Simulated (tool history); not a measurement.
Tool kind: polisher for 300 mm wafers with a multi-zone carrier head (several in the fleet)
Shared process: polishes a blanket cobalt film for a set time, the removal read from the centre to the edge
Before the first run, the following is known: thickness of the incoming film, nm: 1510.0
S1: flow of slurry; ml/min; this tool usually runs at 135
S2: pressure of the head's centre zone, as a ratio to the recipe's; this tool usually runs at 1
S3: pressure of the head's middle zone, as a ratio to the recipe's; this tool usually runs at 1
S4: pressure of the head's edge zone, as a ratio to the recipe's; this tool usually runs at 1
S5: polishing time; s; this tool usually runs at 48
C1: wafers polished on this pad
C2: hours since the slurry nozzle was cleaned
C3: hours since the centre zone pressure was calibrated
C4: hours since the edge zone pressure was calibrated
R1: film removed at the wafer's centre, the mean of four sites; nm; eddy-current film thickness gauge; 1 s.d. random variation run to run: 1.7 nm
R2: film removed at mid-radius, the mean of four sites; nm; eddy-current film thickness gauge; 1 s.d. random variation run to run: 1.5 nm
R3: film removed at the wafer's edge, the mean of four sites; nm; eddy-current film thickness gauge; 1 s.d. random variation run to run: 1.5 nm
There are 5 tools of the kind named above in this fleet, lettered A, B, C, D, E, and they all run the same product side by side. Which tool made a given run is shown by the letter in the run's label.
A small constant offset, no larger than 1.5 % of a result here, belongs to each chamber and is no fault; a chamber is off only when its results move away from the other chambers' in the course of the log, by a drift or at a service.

{"hour": 2.4, "done": "chamber E: worn pad replaced by a new one"}
{"run": "1A", "hour": 4.1, "S1": 135, "S2": 1, "S3": 1, "S4": 1, "S5": 48, "C1": 180, "C2": 209, "C3": 1054.3, "C4": 89.6, "R1": 198.4, "R2": 194.48, "R3": 193.01}
{"run": "2E", "hour": 7.7, "S1": 135, "S2": 1, "S3": 1, "S4": 1, "S5": 48, "C1": 66, "C2": 244.2, "C3": 1145.1, "C4": 96, "R1": 191.67, "R2": 193.45, "R3": 192.8}
{"run": "3C", "hour": 10.6, "S1": 135, "S2": 1, "S3": 1, "S4": 1, "S5": 48, "C1": 460, "C2": 235.3, "C3": 1505.7, "C4": 121.2, "R1": 194.32, "R2": 192.85, "R3": 192.71}
{"hour": 14.6, "done": "chamber E: slurry nozzle cleaned"}
{"run": "4B", "hour": 14.7, "S1": 135, "S2": 1, "S3": 1, "S4": 1, "S5": 48, "C1": 932, "C2": 505.9, "C3": 353.1, "C4": 281.1, "R1": 195.79, "R2": 193.49, "R3": 193.38}
{"run": "5D", "hour": 19.1, "S1": 135, "S2": 1, "S3": 1, "S4": 1, "S5": 48, "C1": 797, "C2": 664.8, "C3": 205.5, "C4": 518.8, "R1": 195.29, "R2": 191.24, "R3": 195.59}
{"run": "6B", "hour": 23.9, "S1": 135, "S2": 1, "S3": 1, "S4": 1, "S5": 48, "C1": 1047, "C2": 515.1, "C3": 362.3, "C4": 290.3, "R1": 193.76, "R2": 193.54, "R3": 195.23}
{"hour": 25.1, "done": "chamber D: worn pad replaced by a new one"}
{"hour": 27.7, "done": "chamber C: worn pad replaced by a new one"}
{"run": "7E", "hour": 28.4, "S1": 135, "S2": 1, "S3": 1, "S4": 1, "S5": 48, "C1": 323, "C2": 13.8, "C3": 1165.8, "C4": 116.7, "R1": 191.94, "R2": 191.44, "R3": 190.26}
{"run": "8C", "hour": 31.0, "S1": 155, "S2": 1.05, "S3": 1, "S4": 1, "S5": 48, "C1": 41, "C2": 255.7, "C3": 1526.1, "C4": 141.6, "R1": 211.29, "R2": 201.84, "R3": 196.52}
{"hour": 32.5, "done": "chamber D: edge zone pressure recalibrated"}
{"run": "9D", "hour": 33.5, "S1": 155, "S2": 1.05, "S3": 1, "S4": 1, "S5": 48, "C1": 104, "C2": 679.2, "C3": 219.9, "C4": 1, "R1": 213.96, "R2": 200.18, "R3": 198.2}
{"hour": 34.4, "done": "chamber B: worn pad replaced by a new one"}
{"run": "10A", "hour": 36.3, "S1": 155, "S2": 1.05, "S3": 1, "S4": 1, "S5": 48, "C1": 579, "C2": 241.2, "C3": 1086.5, "C4": 121.8, "R1": 212.53, "R2": 197.95, "R3": 195.12}
{"run": "11A", "hour": 40.8, "S1": 155, "S2": 1.05, "S3": 1, "S4": 1, "S5": 48, "C1": 635, "C2": 245.7, "C3": 1091, "C4": 126.3, "R1": 209.15, "R2": 199.85, "R3": 197.8}
{"run": "12C", "hour": 43.2, "S1": 155, "S2": 1.05, "S3": 1, "S4": 1, "S5": 48, "C1": 193, "C2": 267.9, "C3": 1538.3, "C4": 153.8, "R1": 208.87, "R2": 201.65, "R3": 199.85}
{"hour": 45.5, "done": "chamber A: worn pad replaced by a new one"}
{"run": "13B", "hour": 47.3, "S1": 135, "S2": 1, "S3": 1, "S4": 1, "S5": 48, "C1": 161, "C2": 538.5, "C3": 385.7, "C4": 313.7, "R1": 197.89, "R2": 194.49, "R3": 194.97}
{"run": "14E", "hour": 50.9, "S1": 135, "S2": 1, "S3": 1, "S4": 1, "S5": 48, "C1": 602, "C2": 36.3, "C3": 1188.3, "C4": 139.2, "R1": 191.32, "R2": 196.19, "R3": 193.47}
{"hour": 51.3, "done": "chamber D: slurry nozzle cleaned"}
{"hour": 51.8, "done": "chamber C: centre zone pressure recalibrated"}
{"run": "15D", "hour": 53.6, "S1": 135, "S2": 1, "S3": 1, "S4": 1, "S5": 48, "C1": 354, "C2": 2.3, "C3": 240, "C4": 21.1, "R1": 195.84, "R2": 190.81, "R3": 192.88}
{"run": "16C", "hour": 56.2, "S1": 135, "S2": 1, "S3": 1, "S4": 1, "S5": 48, "C1": 354, "C2": 280.9, "C3": 4.5, "C4": 166.8, "R1": 176.95, "R2": 193.58, "R3": 195.22}
{"run": "17A", "hour": 59.7, "S1": 135, "S2": 1, "S3": 1, "S4": 1, "S5": 48, "C1": 176, "C2": 264.6, "C3": 1109.9, "C4": 145.2, "R1": 193.8, "R2": 193.05, "R3": 190.86}
{"run": "18B", "hour": 64.5, "S1": 135, "S2": 1, "S3": 1, "S4": 1, "S5": 48, "C1": 374, "C2": 555.7, "C3": 402.9, "C4": 330.9, "R1": 193.26, "R2": 194.55, "R3": 195.81}
{"run": "19D", "hour": 68.8, "S1": 135, "S2": 1, "S3": 1, "S4": 1, "S5": 48, "C1": 543, "C2": 17.5, "C3": 255.2, "C4": 36.3, "R1": 191.79, "R2": 192.95, "R3": 194.6}
{"run": "20E", "hour": 72.8, "S1": 135, "S2": 1, "S3": 1, "S4": 0.91, "S5": 40, "C1": 874, "C2": 58.2, "C3": 1210.2, "C4": 161.1, "R1": 158.41, "R2": 161.1, "R3": 152.49}
{"hour": 73.8, "done": "chamber E: worn pad replaced by a new one"}
{"run": "21C", "hour": 76.7, "S1": 135, "S2": 1, "S3": 1, "S4": 0.91, "S5": 40, "C1": 609, "C2": 301.4, "C3": 25, "C4": 187.3, "R1": 147.23, "R2": 164.27, "R3": 155.09}
{"run": "22A", "hour": 79.3, "S1": 135, "S2": 1, "S3": 1, "S4": 0.91, "S5": 40, "C1": 419, "C2": 284.2, "C3": 1129.5, "C4": 164.8, "R1": 162.87, "R2": 161.16, "R3": 151.2}
{"hour": 80.4, "done": "chamber D: worn pad replaced by a new one"}
{"run": "23E", "hour": 84.2, "S1": 135, "S2": 1, "S3": 1, "S4": 0.91, "S5": 40, "C1": 129, "C2": 69.6, "C3": 1221.6, "C4": 172.5, "R1": 158.36, "R2": 159.19, "R3": 153.06}
{"run": "24D", "hour": 86.9, "S1": 135, "S2": 1, "S3": 1, "S4": 0.91, "S5": 40, "C1": 80, "C2": 35.6, "C3": 273.3, "C4": 54.4, "R1": 162.65, "R2": 161.26, "R3": 155.29}
{"run": "25B", "hour": 92.0, "S1": 135, "S2": 1, "S3": 1, "S4": 1, "S5": 48, "C1": 716, "C2": 583.2, "C3": 430.4, "C4": 358.4, "R1": 198.6, "R2": 197.78, "R3": 192.3}
{"hour": 93.4, "done": "chamber E: centre zone pressure recalibrated"}
{"hour": 94.6, "done": "chamber C: worn pad replaced by a new one"}
{"run": "26A", "hour": 95.5, "S1": 135, "S2": 1, "S3": 1.06, "S4": 1.07, "S5": 48, "C1": 620, "C2": 300.4, "C3": 1145.7, "C4": 181, "R1": 191.69, "R2": 207.44, "R3": 199.74}
{"hour": 97.4, "done": "chamber A: worn pad replaced by a new one"}
{"run": "27E", "hour": 99.3, "S1": 135, "S2": 1, "S3": 1.06, "S4": 1.07, "S5": 48, "C1": 317, "C2": 84.7, "C3": 5.9, "C4": 187.6, "R1": 191.01, "R2": 204.26, "R3": 197.42}
{"run": "28B", "hour": 103.5, "S1": 135, "S2": 1, "S3": 1.06, "S4": 1.07, "S5": 48, "C1": 858, "C2": 594.7, "C3": 441.9, "C4": 369.9, "R1": 196.55, "R2": 205.54, "R3": 201.4}
{"run": "29D", "hour": 106.8, "S1": 135, "S2": 1, "S3": 1.06, "S4": 1.07, "S5": 48, "C1": 327, "C2": 55.5, "C3": 293.2, "C4": 74.3, "R1": 194.43, "R2": 204.76, "R3": 204.29}
{"run": "30C", "hour": 111.9, "S1": 135, "S2": 1, "S3": 1.06, "S4": 1.07, "S5": 48, "C1": 215, "C2": 336.6, "C3": 60.2, "C4": 222.5, "R1": 177.03, "R2": 207.41, "R3": 198.45}
{"run": "31C", "hour": 116.9, "S1": 135, "S2": 1, "S3": 1, "S4": 1, "S5": 48, "C1": 278, "C2": 341.6, "C3": 65.2, "C4": 227.5, "R1": 174.96, "R2": 195.92, "R3": 195.33}
{"run": "32E", "hour": 120.5, "S1": 135, "S2": 1, "S3": 1, "S4": 1, "S5": 48, "C1": 580, "C2": 105.9, "C3": 27.1, "C4": 208.8, "R1": 188.02, "R2": 193.55, "R3": 193.28}
{"run": "33D", "hour": 123.8, "S1": 135, "S2": 1, "S3": 1, "S4": 1, "S5": 48, "C1": 538, "C2": 72.5, "C3": 310.2, "C4": 91.3, "R1": 195.89, "R2": 193.67, "R3": 191.62}
{"run": "34B", "hour": 127.9, "S1": 135, "S2": 1, "S3": 1, "S4": 1, "S5": 48, "C1": 1161, "C2": 619.1, "C3": 466.3, "C4": 394.3, "R1": 194.79, "R2": 192.46, "R3": 194.74}
{"run": "35A", "hour": 130.9, "S1": 135, "S2": 1, "S3": 1, "S4": 1, "S5": 48, "C1": 416, "C2": 335.8, "C3": 1181.1, "C4": 216.4, "R1": 194.79, "R2": 194.02, "R3": 191.53}
{"run": "36E", "hour": 133.8, "S1": 135, "S2": 1, "S3": 1, "S4": 1, "S5": 48, "C1": 745, "C2": 119.2, "C3": 40.4, "C4": 222.1, "R1": 189.34, "R2": 193.63, "R3": 191.19}
{"run": "37D", "hour": 137.5, "S1": 135, "S2": 1, "S3": 1, "S4": 1, "S5": 48, "C1": 709, "C2": 86.2, "C3": 323.9, "C4": 105, "R1": 194.77, "R2": 192.89, "R3": 194.76}
{"run": "38C", "hour": 140.1, "S1": 135, "S2": 1, "S3": 1, "S4": 1, "S5": 48, "C1": 566, "C2": 364.8, "C3": 88.4, "C4": 250.7, "R1": 180.02, "R2": 195.23, "R3": 196.72}
{"hour": 141.7, "done": "chamber D: worn pad replaced by a new one"}
{"run": "39A", "hour": 144.9, "S1": 135, "S2": 1, "S3": 1, "S4": 1, "S5": 48, "C1": 590, "C2": 349.8, "C3": 1195.1, "C4": 230.4, "R1": 192.71, "R2": 192.09, "R3": 191.72}
{"run": "40B", "hour": 147.6, "S1": 135, "S2": 1, "S3": 1, "S4": 1, "S5": 48, "C1": 1406, "C2": 638.8, "C3": 486, "C4": 414, "R1": 192.81, "R2": 196.19, "R3": 194.3}
{"hour": 150.3, "done": "chamber C: worn pad replaced by a new one"}
{"run": "41D", "hour": 152.3, "S1": 135, "S2": 1, "S3": 1, "S4": 1, "S5": 48, "C1": 132, "C2": 101, "C3": 338.7, "C4": 119.8, "R1": 194.83, "R2": 195.62, "R3": 194.4}
{"run": "42C", "hour": 156.8, "S1": 135, "S2": 1, "S3": 1, "S4": 1, "S5": 48, "C1": 81, "C2": 381.5, "C3": 105.1, "C4": 267.4, "R1": 177.82, "R2": 197.93, "R3": 191.28}

Decide between three cases: one chamber stands off from its peers, the gauge reading all wafers drifts, or nothing is wrong past each chamber's small offset. Where a chamber is off, say which and what most likely put it there.

Chamber C came out of a service off from its peers and stayed that way.
What lies behind it: centre zone's pressure below its setpoint, % = 8.25.

Which of the 4 candidates below, each the usual settings with something changed and its results left as question marks, puts chamber C back in line with what the other chambers give on the usual settings?
A result is in line if it is within this distance of the other chambers' mean on the usual settings: R1 6.1 nm; R2 5.4 nm; R3 5.2 nm
{"run": "43C-1", "hour": 160.5, "S1": 140, "S2": 1.08, "S3": 0.98, "S4": 0.98, "S5": 48, "R1": "?", "R2": "?", "R3": "?"}
{"run": "43C-2", "hour": 160.5, "S1": 125, "S2": 0.85, "S3": 1.05, "S4": 1.04, "S5": 48, "R1": "?", "R2": "?", "R3": "?"}
{"run": "43C-3", "hour": 160.5, "S1": 130, "S2": 0.92, "S3": 1.02, "S4": 1.02, "S5": 48, "R1": "?", "R2": "?", "R3": "?"}
{"run": "43C-4", "hour": 160.5, "S1": 145, "S2": 1.17, "S3": 0.95, "S4": 0.95, "S5": 48, "R1": "?", "R2": "?", "R3": "?"}

What the other chambers average on the usual settings: R1 193.13 nm; R2 193.17 nm; R3 192.8 nm
run=43C-1 R1=191.43 R2=193.24 R3=192.51
run=43C-2 R1=143.2 R2=201.05 R3=195.16
run=43C-3 R1=157.84 R2=197.45 R3=194.39
run=43C-4 R1=210.39 R2=189.13 R3=190.44
The answer is 43C-1, which returns the chamber to within the allowed miss of the others.

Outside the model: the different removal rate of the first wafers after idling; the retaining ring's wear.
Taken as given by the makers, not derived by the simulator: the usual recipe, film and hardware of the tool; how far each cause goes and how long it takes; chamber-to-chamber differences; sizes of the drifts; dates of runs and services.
